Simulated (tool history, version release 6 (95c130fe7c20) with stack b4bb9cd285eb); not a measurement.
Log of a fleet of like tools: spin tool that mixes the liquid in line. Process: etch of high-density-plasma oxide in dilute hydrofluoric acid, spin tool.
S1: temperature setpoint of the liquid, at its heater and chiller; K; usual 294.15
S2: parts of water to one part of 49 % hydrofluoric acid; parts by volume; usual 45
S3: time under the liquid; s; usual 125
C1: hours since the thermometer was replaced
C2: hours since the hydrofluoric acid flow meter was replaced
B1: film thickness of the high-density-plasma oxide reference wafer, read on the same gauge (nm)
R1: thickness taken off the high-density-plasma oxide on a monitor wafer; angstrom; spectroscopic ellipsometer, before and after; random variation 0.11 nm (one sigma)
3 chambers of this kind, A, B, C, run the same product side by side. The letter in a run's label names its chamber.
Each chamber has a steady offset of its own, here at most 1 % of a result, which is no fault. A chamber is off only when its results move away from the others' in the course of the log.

| run | hour | S1 | S2 | S3 | C1 | C2 | B1 | R1 |
|---|---|---|---|---|---|---|---|---|
| 1A | 7.0 | 294.15 | 45 | 125 | 2307.4 | 13.7 | 109.97 | 134.130 |
| 2C | 12.2 | 294.15 | 45 | 125 | 2558.6 | 617.1 | 109.98 | 134.930 |
| 3B | 19.9 | 294.15 | 45 | 125 | 537.7 | 283.6 | 110.02 | 134.750 |
|  | 21.9 | chamber C: thermometer replaced |
| 4B | 25.2 | 294.15 | 45 | 125 | 543.0 | 288.9 | 110.01 | 137.110 |
| 5A | 31.9 | 294.15 | 45 | 125 | 2332.3 | 38.6 | 109.95 | 134.860 |
| 6C | 38.9 | 294.15 | 45 | 125 | 17.0 | 643.8 | 110.01 | 133.820 |
| 7B | 43.2 | 294.15 | 45 | 125 | 561.0 | 306.9 | 109.94 | 135.110 |
| 8A | 48.9 | 294.15 | 35 | 200 | 2349.3 | 55.6 | 110.04 | 283.840 |
| 9C | 54.4 | 294.15 | 35 | 200 | 32.5 | 659.3 | 110.01 | 281.130 |
| 10B | 61.4 | 294.15 | 35 | 200 | 579.2 | 325.1 | 110.04 | 278.930 |
| 11A | 68.6 | 294.15 | 45 | 125 | 2369.0 | 75.3 | 109.98 | 133.200 |
| 12C | 76.7 | 294.15 | 45 | 125 | 54.8 | 681.6 | 109.95 | 135.120 |
| 13C | 84.4 | 294.15 | 45 | 125 | 62.5 | 689.3 | 109.97 | 135.980 |
| 14B | 88.3 | 294.15 | 45 | 125 | 606.1 | 352.0 | 110.00 | 132.860 |
| 15A | 93.7 | 294.15 | 45 | 125 | 2394.1 | 100.4 | 110.07 | 133.480 |
|  | 94.7 | chamber B: thermometer replaced |
| 16C | 97.7 | 294.15 | 55 | 125 | 75.8 | 702.6 | 109.98 | 110.930 |
| 17B | 105.2 | 294.15 | 55 | 125 | 10.5 | 368.9 | 110.00 | 110.160 |
| 18A | 110.4 | 294.15 | 55 | 125 | 2410.8 | 117.1 | 109.98 | 108.010 |
| 19B | 118.7 | 294.15 | 45 | 125 | 24.0 | 382.4 | 109.99 | 134.190 |
| 20A | 123.0 | 294.15 | 45 | 125 | 2423.4 | 129.7 | 109.97 | 135.950 |
| 21C | 128.6 | 294.15 | 45 | 125 | 106.7 | 733.5 | 110.02 | 135.150 |
| 22B | 133.4 | 294.15 | 45 | 125 | 38.7 | 397.1 | 110.03 | 135.740 |
| 23C | 139.8 | 294.15 | 45 | 125 | 117.9 | 744.7 | 110.00 | 134.630 |
| 24A | 147.7 | 294.15 | 45 | 55 | 2448.1 | 154.4 | 109.99 | 59.153 |
| 25A | 155.3 | 294.15 | 45 | 55 | 2455.7 | 162.0 | 109.99 | 58.485 |
| 26B | 162.5 | 294.15 | 45 | 55 | 67.8 | 426.2 | 109.98 | 58.669 |
| 27C | 168.1 | 296.65 | 55 | 125 | 146.2 | 773.0 | 109.99 | 122.280 |
| 28C | 175.1 | 296.65 | 55 | 125 | 153.2 | 780.0 | 109.98 | 121.110 |
| 29B | 182.0 | 296.65 | 55 | 125 | 87.3 | 445.7 | 110.05 | 118.350 |
| 30A | 189.9 | 294.15 | 45 | 125 | 2490.3 | 196.6 | 109.98 | 132.950 |
| 31A | 194.3 | 294.15 | 45 | 125 | 2494.7 | 201.0 | 110.00 | 132.560 |
| 32B | 201.1 | 294.15 | 45 | 125 | 106.4 | 464.8 | 109.97 | 133.020 |
| 33C | 205.0 | 294.15 | 45 | 125 | 183.1 | 809.9 | 109.99 | 133.690 |
| 34A | 211.2 | 294.15 | 45 | 180 | 2511.6 | 217.9 | 110.04 | 193.870 |
| 35B | 218.1 | 294.15 | 45 | 180 | 123.4 | 481.8 | 109.99 | 194.450 |
| 36C | 222.0 | 294.15 | 45 | 180 | 200.1 | 826.9 | 109.97 | 196.890 |
| 37A | 227.2 | 294.15 | 45 | 125 | 2527.6 | 233.9 | 109.99 | 134.450 |
| 38C | 233.8 | 294.15 | 45 | 125 | 211.9 | 838.7 | 110.03 | 136.780 |

Is one chamber off against the others, does the gauge drift, or is nothing wrong? If a chamber is off, say which, and what the likeliest cause is.

No chamber stands off beyond its own small offset, and the gauge holds steady.

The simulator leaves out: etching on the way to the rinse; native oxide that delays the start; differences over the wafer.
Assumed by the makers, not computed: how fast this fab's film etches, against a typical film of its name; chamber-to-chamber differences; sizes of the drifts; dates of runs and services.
